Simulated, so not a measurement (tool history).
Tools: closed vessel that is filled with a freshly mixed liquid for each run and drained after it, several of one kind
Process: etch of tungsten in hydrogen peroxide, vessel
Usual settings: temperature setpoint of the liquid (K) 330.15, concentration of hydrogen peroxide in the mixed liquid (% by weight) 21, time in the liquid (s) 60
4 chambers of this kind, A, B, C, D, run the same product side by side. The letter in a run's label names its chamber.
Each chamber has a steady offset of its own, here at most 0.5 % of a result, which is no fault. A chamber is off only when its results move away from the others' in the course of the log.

run,day,temperature setpoint of the liquid (K),concentration of hydrogen peroxide in the mixed liquid (% by weight),time in the liquid (s),"read-back film thickness of the tungsten reference wafer, read on the same gauge (nm)",thickness taken off the tungsten on a monitor wafer (angstrom)
1C,0.442,330.15,21,60,40.006,1086.3
2A,0.9,330.15,21,60,39.984,1087
3B,1.262,330.15,21,60,39.983,1086.5
4D,1.683,330.15,21,60,39.993,1087.5
5A,1.983,330.15,21,60,39.988,1086.2
6D,2.329,330.15,21,60,40.017,1100.1
7B,2.804,330.15,21,60,40.007,1089.5
8C,3.088,330.15,21,60,39.972,1077.2
9C,3.55,330.15,21,60,40.028,1089.6
10A,3.954,330.15,21,60,39.974,1098.7
11D,4.354,330.15,21,60,39.978,1087.9
12B,4.796,330.15,21,60,40.002,1088
# day 4.858: chamber D: peroxide flow meter replaced
13A,5.058,330.15,21,60,40.002,1108.9
14D,5.371,330.15,21,60,39.983,1090.2
15B,5.662,330.15,21,60,40.03,1084.7
16C,5.996,330.15,21,60,39.986,1083.3
17A,6.246,330.15,21,60,39.985,1126.9
18C,6.575,330.15,21,60,39.99,1096.7
19D,6.796,330.15,21,60,40.007,1081.5
20B,7.108,330.15,21,60,39.962,1073.2
21D,7.562,330.15,21,60,40.006,1088.9
# day 7.812: chamber C: new drum of peroxide connected
22B,7.825,330.15,21,60,39.996,1086.2
23C,8.083,330.15,21,60,40.017,1086.5
24A,8.346,330.15,21,60,39.979,1138.8
25A,8.721,330.15,21,60,39.951,1144.8
26B,9.112,330.15,21,60,40.019,1094.6
27C,9.529,326.15,21,90,39.962,1282.1

What goes on in this fleet: one chamber off, a drifting gauge, or nothing beyond the chambers' own small offsets? Name the chamber and the cause, if any.

Chamber A drifts away from the others.
Cause: liquid hotter than its thermometer reads (K) = 1.06.
The log may not tell that from: peroxide flow above the setpoint (%).

Here are 4 candidates for chamber A's next run, each the usual settings with a change, their results left as question marks. Which one brings its results back in line with what the others give on the usual settings?
In line means no further than this from the other chambers' mean on the usual settings: thickness taken off the tungsten on a monitor wafer (angstrom) 22
28A-1,9.867,329.15,21,60,,?
28A-2,9.867,331.15,21,60,,?
28A-3,9.867,330.15,16.5,60,,?
28A-4,9.867,332.15,21.5,60,,?

The other chambers' mean on the usual settings: thickness taken off the tungsten on a monitor wafer (angstrom) 1088.6
run,thickness taken off the tungsten on a monitor wafer (angstrom)
28A-1,1089.2
28A-2,1222.9
28A-3,1021.4
28A-4,1311.1
28A-1 brings the chamber back in line.

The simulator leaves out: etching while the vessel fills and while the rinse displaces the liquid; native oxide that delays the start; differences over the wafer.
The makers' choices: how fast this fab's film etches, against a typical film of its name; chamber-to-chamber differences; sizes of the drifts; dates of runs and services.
